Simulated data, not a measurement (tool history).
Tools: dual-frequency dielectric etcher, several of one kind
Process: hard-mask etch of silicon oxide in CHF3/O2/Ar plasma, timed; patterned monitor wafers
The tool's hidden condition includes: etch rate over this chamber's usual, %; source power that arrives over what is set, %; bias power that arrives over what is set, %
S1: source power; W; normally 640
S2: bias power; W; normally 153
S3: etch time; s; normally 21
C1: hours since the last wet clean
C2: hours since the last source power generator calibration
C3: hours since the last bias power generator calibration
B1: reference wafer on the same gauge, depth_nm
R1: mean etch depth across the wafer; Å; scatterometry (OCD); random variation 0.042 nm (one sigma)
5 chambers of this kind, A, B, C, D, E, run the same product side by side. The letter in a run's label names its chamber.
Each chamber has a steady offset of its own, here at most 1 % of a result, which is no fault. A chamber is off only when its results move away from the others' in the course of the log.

run   hour   S1   S2  S3     C1      C2      C3      B1      R1
 1D    7.5  640  153  21  349.5  1467.5   424.0  35.596  404.91
 2B   16.6  640  153  21  278.0  3514.3  1255.2  35.602  402.63
 3A   27.2  640  153  21  553.5  1062.7   216.0  35.583  405.30
 4C   33.8  640  153  21  405.6  2736.2  1858.8  35.583  400.88
 5E   43.4  640  153  21   69.1  2217.0  2340.8  35.584  402.64
      46.7  -- chamber D: wet clean of the chamber
 6D   55.1  640  153  21    8.4  1515.1   471.6  35.586  405.43
 7C   64.7  640  153  21  436.5  2767.1  1889.7  35.563  400.81
      70.8  -- chamber A: wet clean of the chamber
 8E   71.9  640  153  21   97.6  2245.5  2369.3  35.555  401.39
 9A   79.8  640  153  21    9.1  1115.3   268.6  35.550  405.45
10B   86.7  640  153  21  348.1  3584.4  1325.3  35.551  401.73
11D   97.4  580  168  21   50.7  1557.4   513.9  35.548  402.12
12B  104.0  580  168  21  365.4  3601.7  1342.6  35.545  399.35
13C  114.2  580  168  21  486.0  2816.6  1939.2  35.539  398.69
14A  121.7  580  168  21   51.0  1157.2   310.5  35.541  401.72
15E  129.0  580  168  21  154.7  2302.6  2426.4  35.536  399.87
16D  137.7  640  153  21   91.0  1597.7   554.2  35.536  404.05
17E  151.3  640  153  21  177.0  2324.9  2448.7  35.515  402.22
18A  163.9  640  153  21   93.2  1199.4   352.7  35.505  404.31
19B  172.4  640  153  21  433.8  3670.1  1411.0  35.517  402.55
20C  185.4  640  153  21  557.2  2887.8  2010.4  35.505  400.06
21E  192.8  640  153  21  218.5  2366.4  2490.2  35.500  401.49
22C  199.0  640  153  21  570.8  2901.4  2024.0  35.497  400.33
23D  208.6  640  153  21  161.9  1668.6   625.1  35.492  403.40
     212.4  -- chamber B: source power generator calibrated
24B  218.8  640  153  21  480.2     6.5  1457.4  35.485  402.00
25A  230.5  640  153  21  159.8  1266.0   419.3  35.487  404.32
26A  239.2  640  153  21  168.5  1274.7   428.0  35.475  403.78
27E  247.3  640  153  21  273.0  2420.9  2544.7  35.471  401.60
28B  254.3  640  153  21  515.7    42.0  1492.9  35.468  401.44
29D  265.7  640  153  21  219.0  1725.7   682.2  35.458  403.97
30C  273.6  640  153  21  645.4  2976.0  2098.6  35.457  400.32
31A  284.6  640  153  21  213.9  1320.1   473.4  35.451  404.39

What goes on in this fleet: one chamber off, a drifting gauge, or nothing beyond the chambers' own small offsets? Name the chamber and the cause, if any.

The shared gauge is drifting. All chambers look as if they move in step, but none is off.
Likeliest cause: gauge reads low (%) = 0.428.
